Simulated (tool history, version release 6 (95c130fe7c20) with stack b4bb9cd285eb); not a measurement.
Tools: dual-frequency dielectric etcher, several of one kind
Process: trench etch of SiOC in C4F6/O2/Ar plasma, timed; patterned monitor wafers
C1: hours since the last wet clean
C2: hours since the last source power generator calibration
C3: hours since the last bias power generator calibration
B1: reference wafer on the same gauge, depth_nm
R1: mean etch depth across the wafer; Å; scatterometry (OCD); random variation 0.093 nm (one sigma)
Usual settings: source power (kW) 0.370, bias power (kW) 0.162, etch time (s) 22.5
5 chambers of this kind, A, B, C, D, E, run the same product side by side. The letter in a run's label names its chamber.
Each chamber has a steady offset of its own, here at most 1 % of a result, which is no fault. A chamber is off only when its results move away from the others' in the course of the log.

run 1A hour=6.9 | source_power_(kW)=0.370 bias_power_(kW)=0.162 etch_time_(s)=22.5 | C1=25.4 C2=3286.3 C3=1077.0 | B1=51.077 | R1=440.03
run 2E hour=14.6 | source_power_(kW)=0.370 bias_power_(kW)=0.162 etch_time_(s)=22.5 | C1=164.9 C2=1043.0 C3=1485.1 | B1=51.066 | R1=431.71
run 3D hour=21.3 | source_power_(kW)=0.370 bias_power_(kW)=0.162 etch_time_(s)=22.5 | C1=255.2 C2=73.9 C3=584.1 | B1=51.121 | R1=440.41
run 4B hour=28.1 | source_power_(kW)=0.370 bias_power_(kW)=0.162 etch_time_(s)=22.5 | C1=229.9 C2=2820.2 C3=700.8 | B1=51.076 | R1=433.66
run 5C hour=33.1 | source_power_(kW)=0.370 bias_power_(kW)=0.162 etch_time_(s)=22.5 | C1=474.0 C2=1673.4 C3=324.0 | B1=51.120 | R1=440.02
run 6E hour=42.3 | source_power_(kW)=0.370 bias_power_(kW)=0.162 etch_time_(s)=22.5 | C1=192.6 C2=1070.7 C3=1512.8 | B1=51.118 | R1=435.24
run 7D hour=47.0 | source_power_(kW)=0.370 bias_power_(kW)=0.162 etch_time_(s)=22.5 | C1=280.9 C2=99.6 C3=609.8 | B1=51.136 | R1=438.81
run 8B hour=51.7 | source_power_(kW)=0.370 bias_power_(kW)=0.162 etch_time_(s)=22.5 | C1=253.5 C2=2843.8 C3=724.4 | B1=51.107 | R1=433.48
run 9C hour=57.6 | source_power_(kW)=0.370 bias_power_(kW)=0.162 etch_time_(s)=22.5 | C1=498.5 C2=1697.9 C3=348.5 | B1=51.073 | R1=438.15
run 10A hour=63.2 | source_power_(kW)=0.370 bias_power_(kW)=0.162 etch_time_(s)=22.5 | C1=81.7 C2=3342.6 C3=1133.3 | B1=51.085 | R1=440.40
run 11A hour=68.9 | source_power_(kW)=0.370 bias_power_(kW)=0.162 etch_time_(s)=22.5 | C1=87.4 C2=3348.3 C3=1139.0 | B1=51.110 | R1=438.31
run 12E hour=78.0 | source_power_(kW)=0.370 bias_power_(kW)=0.162 etch_time_(s)=22.5 | C1=228.3 C2=1106.4 C3=1548.5 | B1=51.095 | R1=432.31
run 13C hour=83.6 | source_power_(kW)=0.370 bias_power_(kW)=0.162 etch_time_(s)=22.5 | C1=524.5 C2=1723.9 C3=374.5 | B1=51.089 | R1=441.10
run 14B hour=90.7 | source_power_(kW)=0.370 bias_power_(kW)=0.162 etch_time_(s)=22.5 | C1=292.5 C2=2882.8 C3=763.4 | B1=51.114 | R1=433.45
run 15D hour=100.0 | source_power_(kW)=0.370 bias_power_(kW)=0.162 etch_time_(s)=22.5 | C1=333.9 C2=152.6 C3=662.8 | B1=51.084 | R1=439.26
run 16D hour=105.0 | source_power_(kW)=0.370 bias_power_(kW)=0.162 etch_time_(s)=22.5 | C1=338.9 C2=157.6 C3=667.8 | B1=51.093 | R1=439.47
run 17C hour=114.0 | source_power_(kW)=0.370 bias_power_(kW)=0.162 etch_time_(s)=22.5 | C1=554.9 C2=1754.3 C3=404.9 | B1=51.133 | R1=439.54
-- hour=117.2 chamber C: wet clean of the chamber
run 18E hour=119.6 | source_power_(kW)=0.370 bias_power_(kW)=0.162 etch_time_(s)=22.5 | C1=269.9 C2=1148.0 C3=1590.1 | B1=51.102 | R1=434.18
run 19A hour=127.0 | source_power_(kW)=0.370 bias_power_(kW)=0.162 etch_time_(s)=22.5 | C1=145.5 C2=3406.4 C3=1197.1 | B1=51.109 | R1=437.87
run 20B hour=131.2 | source_power_(kW)=0.370 bias_power_(kW)=0.162 etch_time_(s)=22.5 | C1=333.0 C2=2923.3 C3=803.9 | B1=51.109 | R1=433.53
run 21C hour=137.2 | source_power_(kW)=0.320 bias_power_(kW)=0.162 etch_time_(s)=28.5 | C1=20.1 C2=1777.5 C3=428.1 | B1=51.109 | R1=524.45
run 22A hour=141.6 | source_power_(kW)=0.320 bias_power_(kW)=0.162 etch_time_(s)=28.5 | C1=160.1 C2=3421.0 C3=1211.7 | B1=51.082 | R1=523.28
run 23B hour=147.4 | source_power_(kW)=0.320 bias_power_(kW)=0.162 etch_time_(s)=28.5 | C1=349.2 C2=2939.5 C3=820.1 | B1=51.112 | R1=521.17
run 24D hour=153.8 | source_power_(kW)=0.320 bias_power_(kW)=0.162 etch_time_(s)=28.5 | C1=387.7 C2=206.4 C3=716.6 | B1=51.097 | R1=525.42
run 25E hour=158.2 | source_power_(kW)=0.320 bias_power_(kW)=0.162 etch_time_(s)=28.5 | C1=308.5 C2=1186.6 C3=1628.7 | B1=51.094 | R1=520.50
run 26E hour=163.4 | source_power_(kW)=0.370 bias_power_(kW)=0.162 etch_time_(s)=22.5 | C1=313.7 C2=1191.8 C3=1633.9 | B1=51.110 | R1=433.82
run 27C hour=167.8 | source_power_(kW)=0.370 bias_power_(kW)=0.162 etch_time_(s)=22.5 | C1=50.7 C2=1808.1 C3=458.7 | B1=51.110 | R1=439.35
run 28B hour=176.0 | source_power_(kW)=0.370 bias_power_(kW)=0.162 etch_time_(s)=22.5 | C1=377.8 C2=2968.1 C3=848.7 | B1=51.092 | R1=435.33
run 29D hour=182.6 | source_power_(kW)=0.370 bias_power_(kW)=0.162 etch_time_(s)=22.5 | C1=416.5 C2=235.2 C3=745.4 | B1=51.102 | R1=440.53
run 30A hour=187.0 | source_power_(kW)=0.370 bias_power_(kW)=0.162 etch_time_(s)=22.5 | C1=205.5 C2=3466.4 C3=1257.1 | B1=51.083 | R1=438.37
run 31D hour=193.2 | source_power_(kW)=0.370 bias_power_(kW)=0.162 etch_time_(s)=22.5 | C1=427.1 C2=245.8 C3=756.0 | B1=51.088 | R1=441.36
run 32B hour=198.4 | source_power_(kW)=0.370 bias_power_(kW)=0.162 etch_time_(s)=22.5 | C1=400.2 C2=2990.5 C3=871.1 | B1=51.120 | R1=435.19
run 33A hour=203.6 | source_power_(kW)=0.370 bias_power_(kW)=0.162 etch_time_(s)=22.5 | C1=222.1 C2=3483.0 C3=1273.7 | B1=51.113 | R1=438.17
run 34E hour=208.1 | source_power_(kW)=0.370 bias_power_(kW)=0.162 etch_time_(s)=22.5 | C1=358.4 C2=1236.5 C3=1678.6 | B1=51.092 | R1=434.11
run 35C hour=214.0 | source_power_(kW)=0.370 bias_power_(kW)=0.162 etch_time_(s)=22.5 | C1=96.9 C2=1854.3 C3=504.9 | B1=51.118 | R1=437.89
run 36E hour=218.6 | source_power_(kW)=0.370 bias_power_(kW)=0.162 etch_time_(s)=22.5 | C1=368.9 C2=1247.0 C3=1689.1 | B1=51.106 | R1=434.49
run 37A hour=226.9 | source_power_(kW)=0.370 bias_power_(kW)=0.162 etch_time_(s)=22.5 | C1=245.4 C2=3506.3 C3=1297.0 | B1=51.085 | R1=438.92
run 38C hour=232.4 | source_power_(kW)=0.370 bias_power_(kW)=0.162 etch_time_(s)=22.5 | C1=115.3 C2=1872.7 C3=523.3 | B1=51.095 | R1=437.57

Is one chamber off against the others, does the gauge drift, or is nothing wrong? If a chamber is off, say which, and what the likeliest cause is.

No chamber stands off beyond its own small offset, and the gauge holds steady.
